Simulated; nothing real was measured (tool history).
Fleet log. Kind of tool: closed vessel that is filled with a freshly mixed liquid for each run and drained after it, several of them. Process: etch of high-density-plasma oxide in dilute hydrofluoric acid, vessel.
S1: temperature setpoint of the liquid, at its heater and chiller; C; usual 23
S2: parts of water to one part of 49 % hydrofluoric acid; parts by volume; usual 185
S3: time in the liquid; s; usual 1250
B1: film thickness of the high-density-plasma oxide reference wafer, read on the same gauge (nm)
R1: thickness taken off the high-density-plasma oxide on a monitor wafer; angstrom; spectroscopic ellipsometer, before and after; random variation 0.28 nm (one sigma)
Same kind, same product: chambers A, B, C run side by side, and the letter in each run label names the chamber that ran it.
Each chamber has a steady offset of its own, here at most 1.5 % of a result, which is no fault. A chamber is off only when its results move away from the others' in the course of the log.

{"run": "1A", "day": 0.371, "S1": 23, "S2": 185, "S3": 1250, "B1": 79.988, "R1": 414.21}
{"run": "2B", "day": 0.804, "S1": 23, "S2": 185, "S3": 1250, "B1": 79.997, "R1": 412.96}
{"run": "3C", "day": 1.183, "S1": 23, "S2": 185, "S3": 1250, "B1": 80.003, "R1": 405.56}
{"run": "4B", "day": 1.596, "S1": 23, "S2": 185, "S3": 1250, "B1": 80.002, "R1": 418.37}
{"run": "5A", "day": 1.879, "S1": 23, "S2": 185, "S3": 1250, "B1": 79.97, "R1": 409.04}
{"run": "6C", "day": 2.112, "S1": 23, "S2": 185, "S3": 1250, "B1": 79.986, "R1": 407.11}
{"run": "7C", "day": 2.346, "S1": 23, "S2": 185, "S3": 760, "B1": 80.021, "R1": 248.16}
{"run": "8A", "day": 2.721, "S1": 23, "S2": 185, "S3": 760, "B1": 80.013, "R1": 252.41}
{"run": "9B", "day": 3.129, "S1": 23, "S2": 185, "S3": 760, "B1": 80.012, "R1": 253.27}
{"run": "10A", "day": 3.404, "S1": 23, "S2": 185, "S3": 1250, "B1": 80.008, "R1": 407.42}
{"run": "11B", "day": 3.638, "S1": 23, "S2": 185, "S3": 1250, "B1": 79.991, "R1": 416.55}
{"run": "12C", "day": 3.979, "S1": 23, "S2": 185, "S3": 1250, "B1": 80.007, "R1": 407.7}
{"run": "13B", "day": 4.317, "S1": 25.5, "S2": 185, "S3": 1250, "B1": 80.014, "R1": 457.73}
{"run": "14A", "day": 4.608, "S1": 25.5, "S2": 185, "S3": 1250, "B1": 79.989, "R1": 451.89}
{"run": "15C", "day": 4.958, "S1": 25.5, "S2": 185, "S3": 1250, "B1": 80.003, "R1": 441.27}
{"run": "16A", "day": 5.329, "S1": 23, "S2": 185, "S3": 1250, "B1": 80.008, "R1": 406.39}
{"run": "17B", "day": 5.533, "S1": 23, "S2": 185, "S3": 1250, "B1": 79.985, "R1": 413.35}
{"run": "18C", "day": 5.888, "S1": 23, "S2": 185, "S3": 1250, "B1": 79.997, "R1": 397.57}
{"run": "19A", "day": 6.333, "S1": 23, "S2": 185, "S3": 1250, "B1": 79.979, "R1": 416.58}
{"run": "20B", "day": 6.688, "S1": 23, "S2": 185, "S3": 1250, "B1": 79.976, "R1": 410.4}
{"run": "21C", "day": 7.071, "S1": 23, "S2": 185, "S3": 1250, "B1": 80.001, "R1": 394.42}
{"run": "22B", "day": 7.462, "S1": 23, "S2": 185, "S3": 1250, "B1": 80.013, "R1": 419.75}
{"run": "23C", "day": 7.721, "S1": 23, "S2": 185, "S3": 1250, "B1": 79.979, "R1": 393.29}
{"run": "24A", "day": 8.179, "S1": 23, "S2": 185, "S3": 1250, "B1": 80.011, "R1": 413.92}
{"run": "25B", "day": 8.542, "S1": 23, "S2": 185, "S3": 1250, "B1": 80.002, "R1": 416.24}
{"run": "26A", "day": 8.854, "S1": 23, "S2": 185, "S3": 1250, "B1": 80.009, "R1": 409.63}
{"run": "27C", "day": 9.067, "S1": 23, "S2": 185, "S3": 1250, "B1": 80.012, "R1": 392.19}
{"run": "28A", "day": 9.283, "S1": 23, "S2": 185, "S3": 1250, "B1": 79.96, "R1": 417.81}
{"run": "29B", "day": 9.529, "S1": 23, "S2": 185, "S3": 1250, "B1": 79.999, "R1": 419.83}
{"run": "30C", "day": 9.904, "S1": 23, "S2": 185, "S3": 1250, "B1": 79.97, "R1": 385.68}
{"run": "31C", "day": 10.246, "S1": 23, "S2": 185, "S3": 1250, "B1": 80.01, "R1": 388.12}
{"run": "32A", "day": 10.538, "S1": 23, "S2": 185, "S3": 1250, "B1": 80.002, "R1": 411.84}
{"run": "33B", "day": 10.967, "S1": 23, "S2": 185, "S3": 1250, "B1": 80, "R1": 416.55}
{"run": "34A", "day": 11.425, "S1": 23, "S2": 185, "S3": 1250, "B1": 80.031, "R1": 409.61}

Decide between three cases: one chamber stands off from its peers, the gauge reading all wafers drifts, or nothing is wrong past each chamber's small offset. Where a chamber is off, say which and what most likely put it there.

It is chamber C that slowly wanders off from its peers.
Likeliest cause: liquid colder than its thermometer reads (K) = 1.56.
The log may not tell that from: hydrofluoric acid flow below the setpoint (%).

Which of the 4 candidates below, each the usual settings with something changed and its results left as question marks, puts chamber C back in line with what the other chambers give on the usual settings?
In line here means within this much of the mean the other chambers give on the usual settings: R1 9.8 angstrom
{"run": "35C-1", "day": 11.758, "S1": 22.5, "S2": 205, "S3": 1250, "R1": "?"}
{"run": "35C-2", "day": 11.758, "S1": 23, "S2": 175, "S3": 1335, "R1": "?"}
{"run": "35C-3", "day": 11.758, "S1": 23, "S2": 190, "S3": 1205, "R1": "?"}
{"run": "35C-4", "day": 11.758, "S1": 23, "S2": 175, "S3": 1250, "R1": "?"}

What the other chambers average on the usual settings: R1 412.23 angstrom
run=35C-1 R1=332.23
run=35C-2 R1=436.26
run=35C-3 R1=357.43
run=35C-4 R1=408.48
35C-4 brings the chamber back in line.
